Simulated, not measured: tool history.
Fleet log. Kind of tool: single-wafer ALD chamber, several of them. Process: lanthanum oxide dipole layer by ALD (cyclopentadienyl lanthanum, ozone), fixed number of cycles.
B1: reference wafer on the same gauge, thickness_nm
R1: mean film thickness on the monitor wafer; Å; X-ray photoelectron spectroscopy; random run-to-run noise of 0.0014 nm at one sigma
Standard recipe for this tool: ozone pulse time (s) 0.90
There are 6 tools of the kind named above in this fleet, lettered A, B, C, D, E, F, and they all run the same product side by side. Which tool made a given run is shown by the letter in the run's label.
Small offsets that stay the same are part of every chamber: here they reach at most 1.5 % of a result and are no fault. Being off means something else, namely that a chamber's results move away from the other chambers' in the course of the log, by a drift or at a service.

run 1E day=0.367 | ozone_pulse_time_(s)=0.90 | B1=0.49973 | R1=4.8346
run 2F day=0.721 | ozone_pulse_time_(s)=0.90 | B1=0.49991 | R1=4.8085
run 3A day=1.079 | ozone_pulse_time_(s)=0.90 | B1=0.50001 | R1=4.8707
run 4C day=1.379 | ozone_pulse_time_(s)=0.90 | B1=0.50025 | R1=4.8233
run 5D day=1.650 | ozone_pulse_time_(s)=0.90 | B1=0.49985 | R1=4.8348
run 6B day=1.908 | ozone_pulse_time_(s)=0.90 | B1=0.50003 | R1=4.8420
run 7D day=2.221 | ozone_pulse_time_(s)=0.90 | B1=0.49997 | R1=4.8422
run 8A day=2.662 | ozone_pulse_time_(s)=0.90 | B1=0.49997 | R1=4.8534
run 9B day=3.004 | ozone_pulse_time_(s)=0.90 | B1=0.50019 | R1=4.8760
run 10C day=3.229 | ozone_pulse_time_(s)=0.90 | B1=0.50003 | R1=4.8632
-- day=3.546 chamber F: thermocouple changed; heater temperature recalibrated
run 11F day=3.571 | ozone_pulse_time_(s)=0.90 | B1=0.50025 | R1=4.8281
run 12E day=3.896 | ozone_pulse_time_(s)=0.90 | B1=0.49997 | R1=4.8339
run 13B day=4.150 | ozone_pulse_time_(s)=0.90 | B1=0.49974 | R1=4.8901
run 14A day=4.400 | ozone_pulse_time_(s)=0.90 | B1=0.50041 | R1=4.7974
run 15D day=4.804 | ozone_pulse_time_(s)=1.14 | B1=0.50007 | R1=5.2222
run 16E day=5.029 | ozone_pulse_time_(s)=1.14 | B1=0.49983 | R1=5.2021
run 17F day=5.383 | ozone_pulse_time_(s)=1.14 | B1=0.50007 | R1=5.1656
run 18C day=5.717 | ozone_pulse_time_(s)=1.14 | B1=0.50001 | R1=5.2175
run 19C day=6.029 | ozone_pulse_time_(s)=1.14 | B1=0.50011 | R1=5.2127
run 20B day=6.267 | ozone_pulse_time_(s)=1.14 | B1=0.50026 | R1=5.2682
run 21A day=6.612 | ozone_pulse_time_(s)=0.90 | B1=0.50006 | R1=4.8084
run 22E day=6.821 | ozone_pulse_time_(s)=0.90 | B1=0.50015 | R1=4.8460
run 23D day=7.246 | ozone_pulse_time_(s)=0.90 | B1=0.49984 | R1=4.8265
run 24F day=7.608 | ozone_pulse_time_(s)=0.90 | B1=0.49959 | R1=4.8114
run 25D day=7.804 | ozone_pulse_time_(s)=0.90 | B1=0.50021 | R1=4.8386
run 26C day=8.125 | ozone_pulse_time_(s)=0.90 | B1=0.50021 | R1=4.8338
-- day=8.283 chamber E: ozone generator serviced
run 27B day=8.567 | ozone_pulse_time_(s)=1.15 | B1=0.49995 | R1=5.2859
run 28E day=8.912 | ozone_pulse_time_(s)=1.15 | B1=0.49997 | R1=5.2315
run 29F day=9.188 | ozone_pulse_time_(s)=1.15 | B1=0.50004 | R1=5.1635
run 30A day=9.554 | ozone_pulse_time_(s)=1.15 | B1=0.49982 | R1=5.1337
run 31C day=9.788 | ozone_pulse_time_(s)=1.15 | B1=0.50011 | R1=5.2110
run 32E day=10.108 | ozone_pulse_time_(s)=1.15 | B1=0.50024 | R1=5.2099
run 33B day=10.488 | ozone_pulse_time_(s)=0.90 | B1=0.49993 | R1=4.8834
run 34F day=10.738 | ozone_pulse_time_(s)=0.90 | B1=0.49949 | R1=4.7977
run 35D day=11.104 | ozone_pulse_time_(s)=0.90 | B1=0.49993 | R1=4.8815
run 36A day=11.450 | ozone_pulse_time_(s)=0.90 | B1=0.49986 | R1=4.7049
run 37D day=11.738 | ozone_pulse_time_(s)=0.90 | B1=0.50005 | R1=4.8612
run 38F day=12.033 | ozone_pulse_time_(s)=0.90 | B1=0.49962 | R1=4.7955
run 39E day=12.388 | ozone_pulse_time_(s)=0.90 | B1=0.50001 | R1=4.8604
run 40A day=12.833 | ozone_pulse_time_(s)=0.90 | B1=0.49998 | R1=4.6978
run 41C day=13.096 | ozone_pulse_time_(s)=1.21 | B1=0.50024 | R1=5.3134
run 42B day=13.512 | ozone_pulse_time_(s)=1.21 | B1=0.50026 | R1=5.3383

For the next run the whole fleet of 6 chambers uses the same settings. Give each chamber's results:
run 43A day=13.838 | ozone_pulse_time_(s)=1.16 | R1=?
run 43B day=13.838 | ozone_pulse_time_(s)=1.16 | R1=?
run 43C day=13.838 | ozone_pulse_time_(s)=1.16 | R1=?
run 43D day=13.838 | ozone_pulse_time_(s)=1.16 | R1=?
run 43E day=13.838 | ozone_pulse_time_(s)=1.16 | R1=?
run 43F day=13.838 | ozone_pulse_time_(s)=1.16 | R1=?

run=43A R1=5.1001
run=43B R1=5.2718
run=43C R1=5.2285
run=43D R1=5.2534
run=43E R1=5.2568
run=43F R1=5.1857
